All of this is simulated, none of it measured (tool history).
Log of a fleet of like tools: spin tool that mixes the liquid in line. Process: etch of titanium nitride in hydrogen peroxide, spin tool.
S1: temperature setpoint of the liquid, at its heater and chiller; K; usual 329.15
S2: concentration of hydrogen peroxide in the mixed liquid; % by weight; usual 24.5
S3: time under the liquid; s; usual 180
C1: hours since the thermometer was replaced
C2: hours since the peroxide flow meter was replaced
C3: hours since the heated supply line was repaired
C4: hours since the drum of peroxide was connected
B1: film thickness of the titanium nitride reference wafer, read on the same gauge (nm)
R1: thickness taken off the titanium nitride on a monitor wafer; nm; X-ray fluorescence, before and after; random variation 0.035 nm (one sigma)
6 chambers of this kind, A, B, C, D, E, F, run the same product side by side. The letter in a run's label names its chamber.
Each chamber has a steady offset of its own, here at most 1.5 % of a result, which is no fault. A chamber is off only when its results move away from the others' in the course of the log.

run	hour	S1	S2	S3	C1	C2	C3	C4	B1	R1
1B	5.5	329.15	24.5	180	1616.4	454.2	768.8	231.3	50.016	7.2182
2A	9.5	329.15	24.5	180	992.1	639.2	2401.8	145.5	49.977	7.0772
3D	12.9	329.15	24.5	180	441.0	43.1	270.2	1049.6	49.998	7.1326
4F	17.8	329.15	24.5	180	1131.9	666.0	776.0	1072.9	50.029	7.1794
5E	23.0	329.15	24.5	180	582.0	425.0	2810.6	232.7	50.044	7.2060
6C	28.5	329.15	24.5	180	1038.5	1672.2	503.3	66.5	49.971	7.1975
7C	31.6	329.15	24.5	180	1041.6	1675.3	506.4	69.6	50.013	7.2323
8F	35.4	329.15	24.5	180	1149.5	683.6	793.6	1090.5	50.008	7.2258
9D	38.5	329.15	24.5	180	466.6	68.7	295.8	1075.2	49.987	7.1117
10B	41.9	329.15	24.5	180	1652.8	490.6	805.2	267.7	49.991	7.2214
11A	45.7	329.15	24.5	180	1028.3	675.4	2438.0	181.7	50.009	7.1338
12E	50.3	329.15	24.5	180	609.3	452.3	2837.9	260.0	49.997	7.1628
# hour 51.7: chamber D: new drum of peroxide connected
13A	53.0	329.15	24.5	180	1035.6	682.7	2445.3	189.0	49.982	7.1391
14F	58.3	329.15	24.5	180	1172.4	706.5	816.5	1113.4	50.036	7.2026
15D	61.7	329.15	24.5	180	489.8	91.9	319.0	10.1	50.007	7.1157
16C	64.5	338.15	30.0	180	1074.5	1708.2	539.3	102.5	50.007	13.9220
17E	70.0	338.15	30.0	180	629.0	472.0	2857.6	279.7	49.960	13.6790
# hour 70.7: chamber B: new drum of peroxide connected
18B	75.5	338.15	30.0	180	1686.4	524.2	838.8	4.9	49.976	13.7090
19A	79.1	338.15	30.0	180	1061.7	708.8	2471.4	215.1	49.947	13.4870
20C	82.9	338.15	30.0	180	1092.9	1726.6	557.7	120.9	49.974	14.0400
21F	87.9	338.15	30.0	180	1202.0	736.1	846.1	1143.0	49.982	13.9790
22B	90.6	329.15	24.5	105	1701.5	539.3	853.9	20.0	49.995	4.2494
23D	93.1	329.15	24.5	105	521.2	123.3	350.4	41.5	50.044	4.0219
# hour 93.8: chamber D: thermometer replaced
# hour 95.7: chamber C: thermometer replaced
24E	96.1	329.15	24.5	105	655.1	498.1	2883.7	305.8	49.989	4.1549
25E	99.1	329.15	24.5	105	658.1	501.1	2886.7	308.8	49.979	4.1908
26B	104.2	329.15	24.5	105	1715.1	552.9	867.5	33.6	49.976	4.2320
27F	107.9	329.15	24.5	105	1222.0	756.1	866.1	1163.0	49.999	4.1925
28D	111.5	329.15	24.5	180	17.8	141.7	368.8	59.9	49.988	6.8512
29C	116.6	329.15	24.5	180	21.0	1760.3	591.4	154.6	49.985	7.2204
30A	121.2	329.15	24.5	180	1103.8	750.9	2513.5	257.2	50.012	7.1523
31C	123.7	329.15	24.5	180	28.1	1767.4	598.5	161.7	50.019	7.3358
# hour 124.1: chamber B: thermometer replaced
32F	127.2	329.15	24.5	180	1241.3	775.4	885.4	1182.3	49.982	7.2040
33D	132.8	329.15	24.5	180	39.1	163.0	390.1	81.2	50.018	6.7798
34E	136.5	329.15	24.5	180	695.5	538.5	2924.1	346.2	49.979	7.1210
35A	139.0	329.15	24.5	180	1121.6	768.7	2531.3	275.0	49.993	7.0755
36B	142.2	335.65	29.5	180	18.2	590.9	905.5	71.6	50.013	11.6730

What goes on in this fleet: one chamber off, a drifting gauge, or nothing beyond the chambers' own small offsets? Name the chamber and the cause, if any.

Chamber D drifts away from the others.
Cause: temperature lost on the way to the wafer (K) = 0.977.

Here are 4 candidates for chamber D's next run, each the usual settings with a change, their results left as question marks. Which one brings its results back in line with what the others give on the usual settings?
In line means no further than this from the other chambers' mean on the usual settings: R1 0.1200 nm
37D-1	146.2	329.15	24.5	205						?
37D-2	146.2	328.15	24.5	180						?
37D-3	146.2	328.15	24.5	170						?
37D-4	146.2	330.15	24.5	180						?

The other chambers' mean on the usual settings: R1 7.1921 nm
run	R1
37D-1	7.6130
37D-2	6.2267
37D-3	5.8808
37D-4	7.1730
37D-4 brings the chamber back in line.

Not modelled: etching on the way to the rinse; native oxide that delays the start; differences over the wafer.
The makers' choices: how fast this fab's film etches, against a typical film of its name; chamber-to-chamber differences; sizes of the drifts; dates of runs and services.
